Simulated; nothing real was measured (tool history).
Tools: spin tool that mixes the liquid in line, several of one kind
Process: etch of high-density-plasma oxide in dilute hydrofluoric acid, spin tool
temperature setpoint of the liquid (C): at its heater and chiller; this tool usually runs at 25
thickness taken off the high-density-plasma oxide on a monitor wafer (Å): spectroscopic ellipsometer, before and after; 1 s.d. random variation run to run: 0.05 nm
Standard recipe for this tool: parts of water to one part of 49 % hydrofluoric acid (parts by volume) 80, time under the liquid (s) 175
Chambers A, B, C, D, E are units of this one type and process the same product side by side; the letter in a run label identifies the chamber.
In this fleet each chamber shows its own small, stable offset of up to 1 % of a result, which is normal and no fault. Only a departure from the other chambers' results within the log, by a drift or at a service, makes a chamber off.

run,day,temperature setpoint of the liquid (C),parts of water to one part of 49 % hydrofluoric acid (parts by volume),time under the liquid (s),hours since the thermometer was replaced,hours since the hydrofluoric acid flow meter was replaced,"read-back film thickness of the high-density-plasma oxide reference wafer, read on the same gauge (nm)",thickness taken off the high-density-plasma oxide on a monitor wafer (Å)
# day 0.383: chamber C: hydrofluoric acid flow meter replaced
1B,0.5,25,80,175,256.1,1520.4,129.97,132.96
2E,0.888,25,80,175,221.1,1524.1,130.02,134.87
3D,1.196,25,80,175,246.6,680.8,130.01,132.99
4A,1.612,25,80,175,266.4,665.5,130.01,134.2
5C,1.883,25,80,275,202.7,36,130.03,210.46
6E,2.421,25,80,275,257.9,1560.9,129.97,212.37
7D,2.692,25,80,275,282.5,716.7,129.99,207.1
8C,3.021,25,80,275,230,63.3,130.03,209.08
9A,3.492,25,80,275,311.5,710.6,130.04,209.98
10B,3.875,25,80,175,337.1,1601.4,130.03,132.24
11D,4.333,25,80,175,321.9,756.1,130.01,133.37
12C,4.725,25,80,175,270.9,104.2,129.99,133.45
13B,5.025,25,80,175,364.7,1629,129.99,132.08
14E,5.329,25,80,175,327.7,1630.7,130.02,134.36
15A,5.638,25,80,175,363,762.1,129.98,133.94
16E,5.992,25,60,255,343.6,1646.6,129.98,269.28
17B,6.242,25,60,255,393.9,1658.2,130.02,265.36
18C,6.592,25,60,255,315.7,149,129.98,267.95
19A,6.917,25,60,255,393.7,792.8,129.98,264.22
20D,7.458,25,60,255,396.9,831.1,130.01,266.92
21C,7.858,25,80,175,346.1,179.4,130.04,133.45
22E,8.379,25,80,175,400.9,1703.9,130.01,133.98
# day 8.754: chamber B: hydrofluoric acid flow meter replaced
23A,8.779,21,80,270,438.4,837.5,129.99,175.39
24D,9.262,21,80,270,440.2,874.4,129.99,176.57
25B,9.746,21,80,270,478,23.9,129.99,175.98
26E,10.171,21,80,270,443.9,1746.9,130,176.17
27C,10.604,21,80,270,412,245.3,130,176.81
28D,11.129,25,80,175,485,919.2,129.97,135.25
29B,11.654,25,80,175,523.8,69.7,130.02,134.05
30A,11.942,25,80,175,514.3,913.4,130.02,134.14
31A,12.458,25,80,175,526.7,925.8,130,133.85
32D,13.021,25,80,175,530.4,964.6,130,134.61
33E,13.371,25,80,175,520.7,1823.7,129.99,135.2
# day 13.379: chamber E: thermometer replaced
34B,13.812,25,80,175,575.6,121.5,129.99,133.31
35C,14.079,25,80,175,495.4,328.7,130.01,134.33
36D,14.392,25,80,175,563.3,997.5,129.99,136.31
37E,14.642,25,80,175,30.4,1854.2,129.99,135.06
38B,15.138,25,90,235,607.4,153.3,129.98,157.84
39C,15.521,25,90,235,530,363.3,130.02,157.38

Which is it: a chamber that has drifted or been left off by a service, a gauge drift common to all chambers, or only each chamber's usual small offset? If a chamber is off, name it and its likeliest cause.

Little by little, chamber D moves away from the other chambers.
What lies behind it: liquid hotter than its thermometer reads (K) = 0.746.
The log might look much the same if the cause were instead: hydrofluoric acid flow above the setpoint (%).

Below are 4 candidate recipes for chamber D's next run, each the usual settings with a change, their results shown as question marks. Which of them brings D's results back in line with what the other chambers give on the usual settings?
In line means no further than this from the other chambers' mean on the usual settings: thickness taken off the high-density-plasma oxide on a monitor wafer (Å) 1.7
40D-1,15.933,26,80,175,,,,?
40D-2,15.933,25.5,80,175,,,,?
40D-3,15.933,24.5,80,175,,,,?
40D-4,15.933,24,80,175,,,,?

Other chambers, usual settings, mean: thickness taken off the high-density-plasma oxide on a monitor wafer (Å) 134.09
run,thickness taken off the high-density-plasma oxide on a monitor wafer (Å)
40D-1,142.37
40D-2,139.65
40D-3,134.23
40D-4,131.58
It is 40D-3 that realigns the chamber with its peers.

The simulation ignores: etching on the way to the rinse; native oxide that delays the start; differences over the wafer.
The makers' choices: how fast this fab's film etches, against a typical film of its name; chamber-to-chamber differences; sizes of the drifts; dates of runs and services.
